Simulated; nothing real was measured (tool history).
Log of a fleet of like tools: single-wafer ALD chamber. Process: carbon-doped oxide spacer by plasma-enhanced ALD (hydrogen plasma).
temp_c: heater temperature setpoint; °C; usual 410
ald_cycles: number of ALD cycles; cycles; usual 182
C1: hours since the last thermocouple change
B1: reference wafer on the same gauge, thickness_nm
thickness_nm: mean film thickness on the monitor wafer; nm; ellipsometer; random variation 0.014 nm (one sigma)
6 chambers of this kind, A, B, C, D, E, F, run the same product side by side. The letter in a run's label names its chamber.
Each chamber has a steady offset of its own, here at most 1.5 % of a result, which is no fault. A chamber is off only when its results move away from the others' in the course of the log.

run 1F hour=7.1 | temp_c=410 ald_cycles=182 | C1=2182.7 | B1=10.192 | thickness_nm=8.831
run 2C hour=13.2 | temp_c=410 ald_cycles=182 | C1=340.9 | B1=10.192 | thickness_nm=8.7966
run 3D hour=16.9 | temp_c=410 ald_cycles=182 | C1=1727.7 | B1=10.197 | thickness_nm=8.7331
run 4A hour=24.2 | temp_c=410 ald_cycles=182 | C1=149.4 | B1=10.194 | thickness_nm=8.9015
run 5B hour=28.9 | temp_c=399 ald_cycles=182 | C1=956 | B1=10.2 | thickness_nm=9.1486
run 6E hour=33.3 | temp_c=399 ald_cycles=182 | C1=1032.4 | B1=10.2 | thickness_nm=9.1137
run 7C hour=39 | temp_c=399 ald_cycles=182 | C1=366.7 | B1=10.197 | thickness_nm=9.0567
run 8A hour=45.4 | temp_c=399 ald_cycles=182 | C1=170.6 | B1=10.199 | thickness_nm=9.1516
run 9E hour=50 | temp_c=399 ald_cycles=182 | C1=1049.1 | B1=10.203 | thickness_nm=9.132
run 10D hour=53.9 | temp_c=399 ald_cycles=182 | C1=1764.7 | B1=10.206 | thickness_nm=9.018
run 11F hour=59 | temp_c=410 ald_cycles=182 | C1=2234.6 | B1=10.203 | thickness_nm=8.808
run 12B hour=64.6 | temp_c=410 ald_cycles=182 | C1=991.7 | B1=10.206 | thickness_nm=8.8681
run 13E hour=69.8 | temp_c=410 ald_cycles=182 | C1=1068.9 | B1=10.208 | thickness_nm=8.8671
run 14A hour=73.6 | temp_c=410 ald_cycles=182 | C1=198.8 | B1=10.204 | thickness_nm=8.9264
run 15B hour=80.4 | temp_c=410 ald_cycles=182 | C1=1007.5 | B1=10.209 | thickness_nm=8.8745
run 16C hour=84 | temp_c=410 ald_cycles=182 | C1=411.7 | B1=10.212 | thickness_nm=8.82
run 17D hour=87.6 | temp_c=422 ald_cycles=150 | C1=1798.4 | B1=10.216 | thickness_nm=6.9647
run 18F hour=92.6 | temp_c=422 ald_cycles=150 | C1=2268.2 | B1=10.215 | thickness_nm=6.9902
run 19F hour=96.4 | temp_c=422 ald_cycles=150 | C1=2272 | B1=10.22 | thickness_nm=7.0014
run 20E hour=103.4 | temp_c=422 ald_cycles=150 | C1=1102.5 | B1=10.218 | thickness_nm=7.057
run 21B hour=109.3 | temp_c=422 ald_cycles=150 | C1=1036.4 | B1=10.225 | thickness_nm=7.0474
run 22D hour=114.3 | temp_c=422 ald_cycles=150 | C1=1825.1 | B1=10.222 | thickness_nm=6.9646
run 23A hour=118.2 | temp_c=410 ald_cycles=182 | C1=243.4 | B1=10.22 | thickness_nm=8.9003
run 24C hour=125.9 | temp_c=410 ald_cycles=182 | C1=453.6 | B1=10.23 | thickness_nm=8.8144
run 25B hour=130 | temp_c=410 ald_cycles=182 | C1=1057.1 | B1=10.226 | thickness_nm=8.8995
run 26F hour=134.9 | temp_c=410 ald_cycles=182 | C1=2310.5 | B1=10.229 | thickness_nm=8.8376
run 27C hour=139.7 | temp_c=410 ald_cycles=182 | C1=467.4 | B1=10.229 | thickness_nm=8.8136
run 28E hour=144.6 | temp_c=410 ald_cycles=182 | C1=1143.7 | B1=10.226 | thickness_nm=8.8791
run 29A hour=151.9 | temp_c=410 ald_cycles=182 | C1=277.1 | B1=10.233 | thickness_nm=8.9334
run 30D hour=155.7 | temp_c=410 ald_cycles=182 | C1=1866.5 | B1=10.232 | thickness_nm=8.7886
run 31B hour=161.7 | temp_c=410 ald_cycles=182 | C1=1088.8 | B1=10.231 | thickness_nm=8.9157
run 32A hour=165.7 | temp_c=410 ald_cycles=182 | C1=290.9 | B1=10.23 | thickness_nm=8.9245
run 33D hour=170.9 | temp_c=410 ald_cycles=182 | C1=1881.7 | B1=10.241 | thickness_nm=8.7813
run 34C hour=177.4 | temp_c=410 ald_cycles=182 | C1=505.1 | B1=10.245 | thickness_nm=8.8359
run 35F hour=184.3 | temp_c=410 ald_cycles=182 | C1=2359.9 | B1=10.242 | thickness_nm=8.8889
run 36E hour=191.3 | temp_c=410 ald_cycles=182 | C1=1190.4 | B1=10.247 | thickness_nm=8.8792
run 37C hour=198.2 | temp_c=410 ald_cycles=182 | C1=525.9 | B1=10.247 | thickness_nm=8.8524
run 38A hour=204.5 | temp_c=410 ald_cycles=182 | C1=329.7 | B1=10.245 | thickness_nm=8.9025
run 39B hour=208.6 | temp_c=410 ald_cycles=182 | C1=1135.7 | B1=10.247 | thickness_nm=8.9138
run 40E hour=216 | temp_c=410 ald_cycles=182 | C1=1215.1 | B1=10.25 | thickness_nm=8.8877
run 41F hour=223.7 | temp_c=410 ald_cycles=182 | C1=2399.3 | B1=10.249 | thickness_nm=8.8824
run 42D hour=230.8 | temp_c=402 ald_cycles=213 | C1=1941.6 | B1=10.255 | thickness_nm=10.543
run 43A hour=235.6 | temp_c=402 ald_cycles=213 | C1=360.8 | B1=10.258 | thickness_nm=10.726

All 6 chambers run these settings next. Forecast each chamber's results:
run 44A hour=241.2 | temp_c=410 ald_cycles=182 | thickness_nm=?
run 44B hour=241.2 | temp_c=410 ald_cycles=182 | thickness_nm=?
run 44C hour=241.2 | temp_c=410 ald_cycles=182 | thickness_nm=?
run 44D hour=241.2 | temp_c=410 ald_cycles=182 | thickness_nm=?
run 44E hour=241.2 | temp_c=410 ald_cycles=182 | thickness_nm=?
run 44F hour=241.2 | temp_c=410 ald_cycles=182 | thickness_nm=?

run=44A thickness_nm=8.9337
run=44B thickness_nm=8.8931
run=44C thickness_nm=8.8686
run=44D thickness_nm=8.7973
run=44E thickness_nm=8.9103
run=44F thickness_nm=8.8695

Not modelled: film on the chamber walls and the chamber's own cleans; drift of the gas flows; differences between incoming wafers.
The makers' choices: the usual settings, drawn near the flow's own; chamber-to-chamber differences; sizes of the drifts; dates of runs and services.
